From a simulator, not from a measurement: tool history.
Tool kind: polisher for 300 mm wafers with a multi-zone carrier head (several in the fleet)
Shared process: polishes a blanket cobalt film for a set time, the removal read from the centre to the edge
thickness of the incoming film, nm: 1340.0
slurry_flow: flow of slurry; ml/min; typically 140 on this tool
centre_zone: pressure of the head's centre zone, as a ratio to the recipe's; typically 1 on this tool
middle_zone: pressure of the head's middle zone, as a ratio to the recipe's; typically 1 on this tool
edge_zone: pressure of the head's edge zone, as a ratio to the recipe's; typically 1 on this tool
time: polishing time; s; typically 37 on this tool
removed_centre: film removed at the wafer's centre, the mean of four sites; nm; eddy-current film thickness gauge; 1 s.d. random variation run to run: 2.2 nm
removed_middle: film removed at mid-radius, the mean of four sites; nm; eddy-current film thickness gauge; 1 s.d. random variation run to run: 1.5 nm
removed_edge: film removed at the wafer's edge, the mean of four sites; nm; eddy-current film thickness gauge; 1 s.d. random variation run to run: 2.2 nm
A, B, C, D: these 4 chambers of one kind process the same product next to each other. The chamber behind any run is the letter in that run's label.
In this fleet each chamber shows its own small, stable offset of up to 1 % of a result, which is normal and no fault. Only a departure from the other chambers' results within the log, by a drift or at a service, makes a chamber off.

run   hour  slurry_flow  centre_zone  middle_zone  edge_zone  time  wafers polished on this pad  hours since the slurry nozzle was cleaned  hours since the centre zone pressure was calibrated  hours since the edge zone pressure was calibrated  removed_centre  removed_middle  removed_edge
 1D    8.2          140            1            1          1    37                          233                                      286.6                                                221.2                                              218.7          150.47          150.78        154.12
        13  -- chamber D: slurry nozzle cleaned
 2C   19.5          140            1            1          1    37                          489                                      170.5                                                806.8                                                566          151.94          149.26        153.83
      19.6  -- chamber B: edge zone pressure recalibrated
 3A   28.8          140            1            1          1    37                          722                                      303.2                                                   51                                              254.2          151.47          150.21        150.49
      32.7  -- chamber A: worn pad replaced by a new one
 4B   41.4          140            1            1          1    37                         1006                                      660.8                                                918.2                                               21.8          148.74          151.18        151.25
      46.3  -- chamber D: worn pad replaced by a new one
      53.5  -- chamber C: worn pad replaced by a new one
 5D   55.5          140            1            1          1    37                          109                                       42.6                                                268.5                                                266          153.06          149.21        151.82
 6B   63.2          175            1            1       0.89    37                         1265                                      682.6                                                  940                                               43.6          156.87          154.98        143.84
      72.7  -- chamber B: worn pad replaced by a new one
 7A   74.1          175            1            1       0.89    37                          492                                      348.5                                                 96.3                                              299.5          157.22          155.55        151.74
 8C   87.3          175            1            1       0.89    37                          402                                      238.3                                                874.6                                              633.8          156.38          157.75         144.5
      90.1  -- chamber A: worn pad replaced by a new one
 9D   98.1          175            1            1       0.89    37                          616                                       85.2                                                311.1                                              308.6          157.72           157.6        148.28
     100.3  -- chamber D: worn pad replaced by a new one
10B  107.3          140            1            1          1    37                          411                                      726.7                                                984.1                                               87.7          149.88          150.58        147.69
11C  118.9          140            1            1          1    37                          778                                      269.9                                                906.2                                              665.4          152.22          151.77        150.83
12A  127.9          140            1            1          1    37                          450                                      402.3                                                150.1                                              353.3          148.53          149.97        150.72
     131.1  -- chamber C: worn pad replaced by a new one
13B  142.3          140            1            1          1    37                          827                                      761.7                                               1019.1                                              122.7          149.55          148.98        150.17
     150.4  -- chamber A: slurry nozzle cleaned
     151.1  -- chamber A: worn pad replaced by a new one
14D  156.7          140            1            1          1    37                          671                                      143.8                                                369.7                                              367.2          149.38          148.96         149.1
     159.4  -- chamber B: slurry nozzle cleaned
     163.5  -- chamber D: worn pad replaced by a new one
15C  168.3          140         1.05            1          1    29                          442                                      319.3                                                955.6                                              714.8           124.9          119.06        115.97
     182.9  -- chamber B: worn pad replaced by a new one
16A  183.1          140         1.05            1          1    29                          381                                       32.8                                                205.3                                              408.5          123.03          117.96         119.2
17C  191.1          140         1.05            1          1    29                          713                                      342.1                                                978.4                                              737.6          122.94             118         118.8
18B  203.2          140         1.05            1          1    29                          242                                       43.9                                                 1080                                              183.6          124.01          117.66        118.63
     205.3  -- chamber C: worn pad replaced by a new one
     206.8  -- chamber A: worn pad replaced by a new one
19D  216.6          140         1.11            1          1    37                          631                                      203.7                                                429.6                                              427.1          169.88          150.46        150.16
20A  223.7          140         1.11            1          1    37                          201                                       73.4                                                245.9                                              449.1           168.4          150.73        149.61
     224.9  -- chamber D: worn pad replaced by a new one
21D  230.4          140         1.11            1          1    37                           66                                      217.5                                                443.4                                              440.9          168.85          151.87        152.12
22A  236.9          140         1.11            1          1    37                          358                                       86.6                                                259.1                                              462.3          167.07          147.17        153.68
     243.9  -- chamber A: edge zone pressure recalibrated
     246.7  -- chamber C: centre zone pressure recalibrated
23C  249.6          115            1          0.9          1    37                          527                                      400.6                                                    3                                              796.1          142.83          129.63         145.6
     257.5  -- chamber C: slurry nozzle cleaned
24B  257.6          115            1          0.9          1    37                          889                                       98.3                                               1134.4                                                238          139.91          130.13        146.74
     259.9  -- chamber A: worn pad replaced by a new one
     266.7  -- chamber D: slurry nozzle cleaned
25D  268.9          115            1          0.9          1    37                          524                                        2.3                                                481.9                                              479.4          140.35          130.78        149.54
     272.5  -- chamber C: worn pad replaced by a new one
26A  277.2          115            1          0.9          1    37                          206                                      126.9                                                299.4                                               33.4          146.57          126.74        150.12
27C  285.6          140            1            1          1    37                          156                                       28.1                                                   39                                              832.1          151.38          151.24        151.38

For the next run the whole fleet of 4 chambers uses the same settings. Give each chamber's results:
28A  296.3          140            1            1          1    49                                                                                                                                                                                               ?               ?             ?
28B  296.3          140            1            1          1    49                                                                                                                                                                                               ?               ?             ?
28C  296.3          140            1            1          1    49                                                                                                                                                                                               ?               ?             ?
28D  296.3          140            1            1          1    49                                                                                                                                                                                               ?               ?             ?

run  removed_centre  removed_middle  removed_edge
28A          200.99          196.94        199.63
28B          199.41          203.52        198.41
28C          197.24          197.67        201.61
28D          200.93          200.25        200.88
